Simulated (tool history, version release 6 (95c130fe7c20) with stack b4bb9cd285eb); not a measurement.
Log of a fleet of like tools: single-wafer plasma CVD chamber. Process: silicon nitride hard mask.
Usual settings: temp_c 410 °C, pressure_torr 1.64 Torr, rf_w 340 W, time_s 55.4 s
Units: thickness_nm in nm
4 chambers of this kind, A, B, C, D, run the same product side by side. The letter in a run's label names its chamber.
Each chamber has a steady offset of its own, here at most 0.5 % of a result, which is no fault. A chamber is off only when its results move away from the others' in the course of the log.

| run | hour | temp_c | pressure_torr | rf_w | time_s | read-back reference wafer on the same gauge, thickness_nm | thickness_nm |
|---|---|---|---|---|---|---|---|
| 1C | 12.6 | 410 | 1.64 | 340 | 55.4 | 70.921 | 69.432 |
| 2B | 20 | 410 | 1.64 | 340 | 55.4 | 70.903 | 69.418 |
| 3D | 27.7 | 410 | 1.64 | 340 | 55.4 | 70.848 | 69.393 |
| 4A | 38.9 | 410 | 1.64 | 340 | 55.4 | 70.998 | 69.224 |
| 5B | 49.3 | 401 | 1.64 | 295 | 55.4 | 70.876 | 63.342 |
| 6C | 55.3 | 401 | 1.64 | 295 | 55.4 | 70.971 | 63.558 |
| 7A | 62.5 | 401 | 1.64 | 295 | 55.4 | 70.962 | 63.175 |
| 8D | 68.2 | 401 | 1.64 | 295 | 55.4 | 70.894 | 63.289 |
| 9B | 79.1 | 410 | 1.64 | 340 | 55.4 | 70.855 | 69.472 |
| 10D | 86.5 | 398 | 1.36 | 340 | 55.4 | 70.924 | 65.408 |
| 11C | 99.2 | 398 | 1.36 | 340 | 55.4 | 70.994 | 65.722 |
|  | 99.4 | chamber B: capacitance manometer re-zeroed and calibrated |
| 12A | 108.2 | 398 | 1.36 | 340 | 55.4 | 70.92 | 66.096 |
| 13D | 119.2 | 398 | 1.36 | 340 | 55.4 | 70.987 | 65.436 |
| 14B | 130 | 410 | 1.64 | 340 | 55.4 | 70.86 | 69.535 |
| 15C | 140.4 | 410 | 1.64 | 340 | 55.4 | 70.911 | 69.131 |
| 16A | 149.4 | 410 | 1.64 | 340 | 55.4 | 70.891 | 69.305 |
| 17C | 160.1 | 410 | 1.64 | 340 | 55.4 | 70.921 | 69.337 |
| 18B | 167.9 | 410 | 1.64 | 340 | 55.4 | 70.973 | 69.88 |
| 19D | 179.4 | 410 | 1.64 | 340 | 55.4 | 70.846 | 68.712 |
|  | 187 | chamber D: capacitance manometer re-zeroed and calibrated |
| 20A | 187.6 | 410 | 1.64 | 340 | 55.4 | 70.851 | 69.967 |
| 21D | 198.9 | 410 | 1.64 | 340 | 55.4 | 70.842 | 68.731 |
| 22C | 208.5 | 410 | 1.64 | 340 | 55.4 | 70.952 | 69.458 |
| 23B | 219.2 | 410 | 1.64 | 340 | 55.4 | 70.924 | 69.774 |
| 24A | 227.7 | 410 | 1.64 | 340 | 55.4 | 70.914 | 69.319 |
| 25D | 237.9 | 410 | 1.64 | 340 | 55.4 | 70.827 | 68.687 |
| 26B | 244.4 | 410 | 1.64 | 340 | 55.4 | 70.918 | 69.432 |

Is one chamber off against the others, does the gauge drift, or is nothing wrong? If a chamber is off, say which, and what the likeliest cause is.

No chamber stands off beyond its own small offset, and the gauge holds steady.
